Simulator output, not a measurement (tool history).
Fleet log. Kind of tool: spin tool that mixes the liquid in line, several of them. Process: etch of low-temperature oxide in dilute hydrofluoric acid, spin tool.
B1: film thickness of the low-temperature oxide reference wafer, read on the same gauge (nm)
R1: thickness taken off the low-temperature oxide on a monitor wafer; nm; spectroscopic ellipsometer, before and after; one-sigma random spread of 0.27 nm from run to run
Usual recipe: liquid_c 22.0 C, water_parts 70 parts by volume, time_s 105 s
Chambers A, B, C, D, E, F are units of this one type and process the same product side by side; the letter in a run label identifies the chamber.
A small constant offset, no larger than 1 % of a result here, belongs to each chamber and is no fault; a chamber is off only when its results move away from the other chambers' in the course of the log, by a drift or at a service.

Run 1D, hour 7.1: usual settings; B1 89.984. Result: R1 28.139 nm.
At hour 15.4: chamber A: hydrofluoric acid flow meter replaced.
Run 2F, hour 15.6: usual settings; B1 89.992. Result: R1 28.051 nm.
Run 3C, hour 23.3: usual settings; B1 89.996. Result: R1 28.553 nm.
Run 4A, hour 30.0: usual settings; B1 89.996. Result: R1 28.838 nm.
Run 5E, hour 34.0: usual settings; B1 89.998. Result: R1 27.646 nm.
Run 6B, hour 39.0: usual settings; B1 90.025. Result: R1 27.792 nm.
Run 7F, hour 46.2: usual settings; B1 90.032. Result: R1 28.083 nm.
Run 8B, hour 53.4: usual settings; B1 90.008. Result: R1 27.705 nm.
Run 9E, hour 61.7: usual settings; B1 89.999. Result: R1 28.242 nm.
Run 10C, hour 68.3: usual settings; B1 90.002. Result: R1 28.350 nm.
Run 11D, hour 74.7: usual settings; B1 90.002. Result: R1 27.967 nm.
Run 12A, hour 83.5: usual settings; B1 89.992. Result: R1 28.094 nm.
Run 13D, hour 92.4: usual settings; B1 90.033. Result: R1 27.555 nm.
Run 14B, hour 98.4: usual settings but water_parts 40 parts by volume, time_s 145 s; B1 90.008. Result: R1 70.230 nm.
Run 15E, hour 103.7: usual settings but water_parts 40 parts by volume, time_s 145 s; B1 89.991. Result: R1 70.001 nm.
Run 16C, hour 109.0: usual settings but water_parts 40 parts by volume, time_s 145 s; B1 90.003. Result: R1 71.029 nm.
Run 17F, hour 114.9: usual settings but water_parts 40 parts by volume, time_s 145 s; B1 89.999. Result: R1 71.225 nm.
Run 18A, hour 121.4: usual settings but water_parts 40 parts by volume, time_s 145 s; B1 90.000. Result: R1 70.329 nm.
Run 19A, hour 127.5: usual settings but water_parts 40 parts by volume, time_s 145 s; B1 89.987. Result: R1 71.683 nm.
Run 20D, hour 136.2: usual settings; B1 90.011. Result: R1 28.077 nm.
Run 21E, hour 141.0: usual settings; B1 90.004. Result: R1 28.202 nm.
At hour 145.3: chamber B: hydrofluoric acid flow meter replaced.
Run 22F, hour 147.1: usual settings; B1 90.008. Result: R1 27.562 nm.
Run 23B, hour 151.1: usual settings; B1 90.024. Result: R1 28.156 nm.
Run 24C, hour 159.1: usual settings but liquid_c 25.5 C, time_s 150 s; B1 89.990. Result: R1 45.767 nm.
Run 25E, hour 167.7: usual settings but liquid_c 25.5 C, time_s 150 s; B1 90.003. Result: R1 46.822 nm.
Run 26C, hour 175.8: usual settings but liquid_c 25.5 C, time_s 150 s; B1 89.992. Result: R1 46.607 nm.
Run 27A, hour 182.0: usual settings but liquid_c 25.5 C, time_s 150 s; B1 90.006. Result: R1 46.684 nm.
Run 28D, hour 189.2: usual settings but liquid_c 25.5 C, time_s 150 s; B1 89.999. Result: R1 45.860 nm.
Run 29B, hour 194.0: usual settings but liquid_c 25.5 C, time_s 150 s; B1 90.023. Result: R1 46.349 nm.
Run 30F, hour 201.8: usual settings; B1 90.027. Result: R1 26.368 nm.
Run 31C, hour 209.5: usual settings; B1 90.011. Result: R1 28.092 nm.
Run 32D, hour 217.1: usual settings but time_s 80 s; B1 90.046. Result: R1 21.375 nm.
Run 33E, hour 222.2: usual settings but time_s 80 s; B1 89.988. Result: R1 21.651 nm.
Run 34F, hour 230.3: usual settings but time_s 80 s; B1 90.002. Result: R1 19.651 nm.
Run 35A, hour 234.1: usual settings but time_s 80 s; B1 89.991. Result: R1 21.535 nm.
Run 36B, hour 241.0: usual settings but time_s 80 s; B1 90.007. Result: R1 21.493 nm.
Run 37E, hour 249.8: usual settings but time_s 80 s; B1 89.985. Result: R1 21.692 nm.

Next, all 6 chambers run the settings below, one line each with question marks for the results. What does each chamber give?
Run 38A, hour 256.2: usual settings. Result: R1 ?.
Run 38B, hour 256.2: usual settings. Result: R1 ?.
Run 38C, hour 256.2: usual settings. Result: R1 ?.
Run 38D, hour 256.2: usual settings. Result: R1 ?.
Run 38E, hour 256.2: usual settings. Result: R1 ?.
Run 38F, hour 256.2: usual settings. Result: R1 ?.

run      R1
38A  28.195
38B  27.680
38C  28.025
38D  27.681
38E  28.039
38F  25.252
